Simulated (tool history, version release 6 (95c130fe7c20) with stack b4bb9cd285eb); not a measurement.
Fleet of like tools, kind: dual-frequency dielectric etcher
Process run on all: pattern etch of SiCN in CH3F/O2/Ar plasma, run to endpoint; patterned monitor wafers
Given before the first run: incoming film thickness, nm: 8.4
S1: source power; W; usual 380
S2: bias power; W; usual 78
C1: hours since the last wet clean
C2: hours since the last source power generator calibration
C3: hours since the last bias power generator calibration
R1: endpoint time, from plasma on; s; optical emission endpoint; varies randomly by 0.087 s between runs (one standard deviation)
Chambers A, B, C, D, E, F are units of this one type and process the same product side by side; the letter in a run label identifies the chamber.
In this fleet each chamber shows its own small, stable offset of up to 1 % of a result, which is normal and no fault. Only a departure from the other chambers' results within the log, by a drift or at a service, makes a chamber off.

run   hour   S1  S2     C1      C2      C3      R1
 1B    9.7  380  78   69.7   434.3   696.1  22.282
 2C   24.8  380  78  467.2   339.2  1793.2  22.369
 3A   33.3  380  78  398.5  2135.0  1081.1  22.297
 4D   47.5  380  78   93.4  1776.6  2227.9  22.417
 5F   61.2  380  78  335.1  1904.0  5219.1  22.125
 6E   70.2  380  78  219.7  2655.8  1579.1  22.395
 7B   83.7  380  78  143.7   508.3   770.1  22.290
 8E   91.7  380  78  241.2  2677.3  1600.6  22.380
 9D  103.7  440  59  149.6  1832.8  2284.1  23.332
10F  117.8  440  59  391.7  1960.6  5275.7  23.146
11A  128.2  440  59  493.4  2229.9  1176.0  23.204
12C  140.4  440  59  582.8   454.8  1908.8  23.108
13C  152.6  440  59  595.0   467.0  1921.0  23.344
14B  160.2  440  59  220.2   584.8   846.6  23.241
15F  174.5  380  78  448.4  2017.3  5332.4  22.152
16E  184.9  380  78  334.4  2770.5  1693.8  22.327
     194.2  -- chamber A: wet clean of the chamber
17D  194.5  380  78  240.4  1923.6  2374.9  22.179
18A  203.4  380  78    9.3  2305.1  1251.2  23.588
19A  211.4  380  78   17.3  2313.1  1259.2  23.497
20C  223.6  380  78  666.0   538.0  1992.0  22.250
21E  233.6  380  78  383.1  2819.2  1742.5  22.472
22D  245.8  380  78  291.7  1974.9  2426.2  22.327
     251.3  -- chamber E: wet clean of the chamber
23B  252.7  380  78  312.7   677.3   939.1  22.308
     262.2  -- chamber C: wet clean of the chamber
24F  265.2  380  78  539.1  2108.0  5423.1  22.054
25E  278.3  380  78   27.1  2863.9  1787.2  22.378
     286.0  -- chamber B: wet clean of the chamber
26A  293.0  380  78   98.9  2394.7  1340.8  23.565
27D  301.8  380  78  347.7  2030.9  2482.2  22.246
28F  310.1  380  78  584.0  2152.9  5468.0  22.251
29C  318.1  380  78   55.9   632.5  2086.5  22.331
30B  326.8  380  61   40.9   751.4  1013.2  24.307
31B  339.1  380  61   53.2   763.7  1025.5  24.277
32F  349.0  380  61  622.9  2191.8  5506.9  24.027
33A  363.1  380  61  169.0  2464.8  1410.9  25.692
34D  373.0  380  61  418.9  2102.1  2553.4  24.282
35C  388.3  380  61  126.1   702.7  2156.7  24.262
     391.8  -- chamber D: wet clean of the chamber
36E  402.4  380  78  151.2  2988.0  1911.3  22.400
37C  410.4  380  78  148.2   724.8  2178.8  22.305
38E  418.5  380  78  167.3  3004.1  1927.4  22.490
39B  430.7  380  60  144.8   855.3  1117.1  24.456
40A  443.0  380  60  248.9  2544.7  1490.8  25.855
41D  453.6  380  60   61.9  2182.7  2634.0  24.442

All 6 chambers run these settings next. Forecast each chamber's results:
42A  464.5  420  78               ?
42B  464.5  420  78               ?
42C  464.5  420  78               ?
42D  464.5  420  78               ?
42E  464.5  420  78               ?
42F  464.5  420  78               ?

run      R1
42A  22.697
42B  21.682
42C  21.524
42D  21.570
42E  21.510
42F  21.280

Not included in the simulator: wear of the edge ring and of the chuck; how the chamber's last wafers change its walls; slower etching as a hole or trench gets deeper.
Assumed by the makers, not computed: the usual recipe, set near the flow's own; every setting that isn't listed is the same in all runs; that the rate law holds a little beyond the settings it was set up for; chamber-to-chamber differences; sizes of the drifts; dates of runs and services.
